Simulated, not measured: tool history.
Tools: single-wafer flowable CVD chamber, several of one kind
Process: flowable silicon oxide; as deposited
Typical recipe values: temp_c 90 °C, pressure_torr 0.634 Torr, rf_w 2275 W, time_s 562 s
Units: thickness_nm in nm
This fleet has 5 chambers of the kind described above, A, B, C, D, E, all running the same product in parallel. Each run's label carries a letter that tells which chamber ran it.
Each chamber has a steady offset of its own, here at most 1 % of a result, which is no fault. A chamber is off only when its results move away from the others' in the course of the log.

| run | hour | temp_c | pressure_torr | rf_w | time_s | hours since the last thermocouple change | hours since the last RF generator calibration | hours since the last manometer calibration | read-back reference wafer on the same gauge, thickness_nm | thickness_nm |
|---|---|---|---|---|---|---|---|---|---|---|
| 1E | 12.5 | 90 | 0.634 | 2275 | 562 | 799.4 | 1389.5 | 1783.8 | 319.03 | 356.06 |
| 2A | 22.9 | 90 | 0.634 | 2275 | 562 | 809.0 | 1098.5 | 437.1 | 319.22 | 358.35 |
| 3C | 35.6 | 90 | 0.634 | 2275 | 562 | 1588.0 | 298.6 | 604.8 | 319.03 | 357.09 |
| 4B | 43.3 | 90 | 0.634 | 2275 | 562 | 194.0 | 241.5 | 1249.1 | 318.95 | 353.03 |
| 5D | 51.1 | 90 | 0.634 | 2275 | 562 | 282.0 | 888.3 | 1328.8 | 318.85 | 356.56 |
| 6E | 60.2 | 90 | 0.634 | 2275 | 562 | 847.1 | 1437.2 | 1831.5 | 319.15 | 356.43 |
|  | 63.5 | chamber B: capacitance manometer re-zeroed and calibrated |
| 7B | 69.0 | 90 | 0.634 | 2275 | 562 | 219.7 | 267.2 | 5.5 | 319.06 | 354.71 |
| 8C | 76.3 | 90 | 0.634 | 2275 | 562 | 1628.7 | 339.3 | 645.5 | 319.14 | 356.88 |
| 9A | 85.1 | 90 | 0.634 | 2275 | 562 | 871.2 | 1160.7 | 499.3 | 319.06 | 354.70 |
| 10D | 93.9 | 90 | 0.634 | 2275 | 562 | 324.8 | 931.1 | 1371.6 | 319.19 | 359.12 |
| 11E | 106.4 | 90 | 0.634 | 2275 | 562 | 893.3 | 1483.4 | 1877.7 | 318.91 | 353.93 |
| 12D | 118.4 | 90 | 0.634 | 2275 | 562 | 349.3 | 955.6 | 1396.1 | 318.77 | 357.83 |
| 13B | 130.1 | 90 | 0.634 | 2275 | 562 | 280.8 | 328.3 | 66.6 | 319.16 | 351.70 |
| 14A | 139.3 | 90 | 0.634 | 2275 | 562 | 925.4 | 1214.9 | 553.5 | 318.98 | 355.93 |
| 15C | 152.1 | 90 | 0.634 | 2275 | 562 | 1704.5 | 415.1 | 721.3 | 318.92 | 357.71 |
| 16D | 162.1 | 90 | 0.634 | 2275 | 562 | 393.0 | 999.3 | 1439.8 | 319.06 | 357.96 |
| 17A | 174.3 | 90 | 0.634 | 2275 | 562 | 960.4 | 1249.9 | 588.5 | 319.05 | 358.78 |
| 18E | 185.3 | 90 | 0.634 | 2275 | 562 | 972.2 | 1562.3 | 1956.6 | 319.07 | 346.85 |
| 19B | 195.6 | 90 | 0.634 | 2275 | 562 | 346.3 | 393.8 | 132.1 | 319.01 | 353.17 |
| 20C | 203.9 | 90 | 0.634 | 2275 | 562 | 1756.3 | 466.9 | 773.1 | 318.86 | 355.67 |
| 21D | 211.2 | 90 | 0.634 | 2275 | 562 | 442.1 | 1048.4 | 1488.9 | 318.79 | 356.78 |
| 22A | 221.6 | 90 | 0.634 | 2275 | 562 | 1007.7 | 1297.2 | 635.8 | 318.96 | 354.91 |
| 23B | 230.8 | 90 | 0.634 | 2275 | 562 | 381.5 | 429.0 | 167.3 | 319.10 | 353.17 |
| 24E | 239.7 | 90 | 0.634 | 2275 | 562 | 1026.6 | 1616.7 | 2011.0 | 319.16 | 348.82 |
| 25C | 252.2 | 90 | 0.634 | 2275 | 562 | 1804.6 | 515.2 | 821.4 | 319.12 | 357.70 |
| 26D | 258.6 | 90 | 0.634 | 2275 | 562 | 489.5 | 1095.8 | 1536.3 | 318.89 | 354.97 |
| 27C | 271.1 | 90 | 0.634 | 2275 | 562 | 1823.5 | 534.1 | 840.3 | 318.91 | 357.19 |
| 28A | 282.9 | 90 | 0.634 | 2275 | 562 | 1069.0 | 1358.5 | 697.1 | 319.03 | 359.55 |
| 29E | 289.5 | 90 | 0.497 | 2275 | 519 | 1076.4 | 1666.5 | 2060.8 | 319.24 | 228.14 |
| 30B | 295.9 | 90 | 0.497 | 2275 | 519 | 446.6 | 494.1 | 232.4 | 318.92 | 230.86 |

The same settings go to every chamber for the next run, one line per chamber below. Forecast the results for each:
| 31A | 305.1 | 90 | 0.739 | 2275 | 562 |  |  |  |  | ? |
| 31B | 305.1 | 90 | 0.739 | 2275 | 562 |  |  |  |  | ? |
| 31C | 305.1 | 90 | 0.739 | 2275 | 562 |  |  |  |  | ? |
| 31D | 305.1 | 90 | 0.739 | 2275 | 562 |  |  |  |  | ? |
| 31E | 305.1 | 90 | 0.739 | 2275 | 562 |  |  |  |  | ? |

| run | thickness_nm |
|---|---|
| 31A | 439.99 |
| 31B | 436.31 |
| 31C | 439.91 |
| 31D | 439.00 |
| 31E | 425.30 |

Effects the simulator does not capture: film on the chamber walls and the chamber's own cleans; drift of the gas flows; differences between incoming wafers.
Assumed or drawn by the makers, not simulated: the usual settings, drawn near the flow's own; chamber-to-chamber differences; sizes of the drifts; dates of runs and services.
